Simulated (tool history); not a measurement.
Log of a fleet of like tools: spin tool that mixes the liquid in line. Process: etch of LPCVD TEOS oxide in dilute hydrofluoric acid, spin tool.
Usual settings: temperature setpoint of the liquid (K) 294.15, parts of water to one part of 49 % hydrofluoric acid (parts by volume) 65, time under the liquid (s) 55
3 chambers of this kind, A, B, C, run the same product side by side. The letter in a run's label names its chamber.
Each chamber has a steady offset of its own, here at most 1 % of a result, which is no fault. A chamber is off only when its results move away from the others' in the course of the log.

run   hour  temperature setpoint of the liquid (K)  parts of water to one part of 49 % hydrofluoric acid (parts by volume)  time under the liquid (s)  read-back film thickness of the LPCVD TEOS oxide reference wafer, read on the same gauge (nm)  thickness taken off the LPCVD TEOS oxide on a monitor wafer (nm)
 1A    6.1                                  294.15                                                                      65                         55                                                                                         60.004                                                            13.057
 2C   16.3                                  294.15                                                                      65                         55                                                                                         60.005                                                            13.105
 3B   22.5                                  294.15                                                                      65                         55                                                                                         60.014                                                            13.063
 4B   32.3                                  294.15                                                                      65                         55                                                                                         59.994                                                            12.956
 5A   39.9                                  294.15                                                                      65                         55                                                                                         59.995                                                            12.994
 6C   45.4                                  294.15                                                                      65                         55                                                                                         60.009                                                            13.474
 7A   54.1                                  294.15                                                                      65                         55                                                                                         60.003                                                            12.993
 8C   62.6                                  294.15                                                                      65                         55                                                                                         60.004                                                            13.193
 9B   72.5                                  294.15                                                                      65                         55                                                                                         59.999                                                            13.278
10C   77.8                                  294.15                                                                      65                         55                                                                                          59.99                                                            13.365
11A   87.2                                  294.15                                                                      65                         55                                                                                         60.007                                                            13.176
12B   92.6                                  294.15                                                                      65                         55                                                                                         59.998                                                            13.215
13A  100.8                                  294.15                                                                      65                         55                                                                                         59.999                                                            12.962
14C  109.5                                  294.15                                                                      65                         55                                                                                         59.993                                                            13.506
15B  120.3                                  294.15                                                                      65                         55                                                                                         59.999                                                            13.319
16C  127.9                                  294.15                                                                      65                         55                                                                                         59.991                                                            13.306
17A  134.2                                  294.15                                                                      65                         55                                                                                         60.013                                                            13.186
18B  141.1                                  294.15                                                                      65                         55                                                                                         60.001                                                            13.133
19C  146.3                                  294.15                                                                      65                         55                                                                                             60                                                            13.342
20B  155.9                                  296.15                                                                      65                         55                                                                                         60.012                                                             14.38
21A  162.2                                  296.15                                                                      65                         55                                                                                         60.002                                                            14.441
22C  172.4                                  296.15                                                                      65                         55                                                                                          60.02                                                            14.527
23B  178.4                                  294.15                                                                      65                         55                                                                                         60.001                                                            13.102
24A  184.4                                  294.15                                                                      65                         55                                                                                             60                                                            13.241
25B  192.7                                  294.15                                                                      65                         55                                                                                         59.998                                                            13.272
26C  200.7                                  294.15                                                                      90                         25                                                                                         60.015                                                            4.2388
27A  207.2                                  294.15                                                                      90                         25                                                                                         60.012                                                            4.2759
28C  214.4                                  294.15                                                                      90                         25                                                                                             60                                                             4.222
29B  221.7                                  294.15                                                                      65                         55                                                                                             60                                                            13.181
30A  230.4                                  294.15                                                                      65                         55                                                                                         60.014                                                            13.798
31C  241.7                                  294.15                                                                      65                         55                                                                                         59.998                                                            13.428
32B    248                                  294.15                                                                      65                         55                                                                                         60.009                                                            13.381
33A  253.7                                  294.15                                                                      65                         55                                                                                         60.009                                                            13.708
34A  263.5                                  294.15                                                                      65                         55                                                                                         59.998                                                            13.883
35B  272.1                                  294.15                                                                      65                         55                                                                                         60.003                                                            13.289
36C    283                                  297.65                                                                      65                         85                                                                                          60.01                                                            23.903
37B  293.5                                  297.65                                                                      65                         85                                                                                         59.993                                                            23.782
38A  304.4                                  297.65                                                                      65                         85                                                                                         59.989                                                            25.328
39C  310.8                                  294.15                                                                      65                         80                                                                                         59.995                                                            19.189
40B  318.7                                  294.15                                                                      65                         80                                                                                         60.002                                                             19.11
41A  324.1                                  294.15                                                                      65                         80                                                                                         59.982                                                            20.509
42C  332.8                                  294.15                                                                      65                         55                                                                                         60.014                                                             13.23
43A  343.5                                  294.15                                                                      65                         55                                                                                         60.001                                                            14.232
44B  348.8                                  294.15                                                                      65                         55                                                                                         60.002                                                            13.196

All 3 chambers run these settings next. Forecast each chamber's results:
45A   357                                  294.15                                                                      65                         55                                                                                                                                                                ?
45B   357                                  294.15                                                                      65                         55                                                                                                                                                                ?
45C   357                                  294.15                                                                      65                         55                                                                                                                                                                ?

run  thickness taken off the LPCVD TEOS oxide on a monitor wafer (nm)
45A                                                            14.402
45B                                                            13.522
45C                                                            13.403

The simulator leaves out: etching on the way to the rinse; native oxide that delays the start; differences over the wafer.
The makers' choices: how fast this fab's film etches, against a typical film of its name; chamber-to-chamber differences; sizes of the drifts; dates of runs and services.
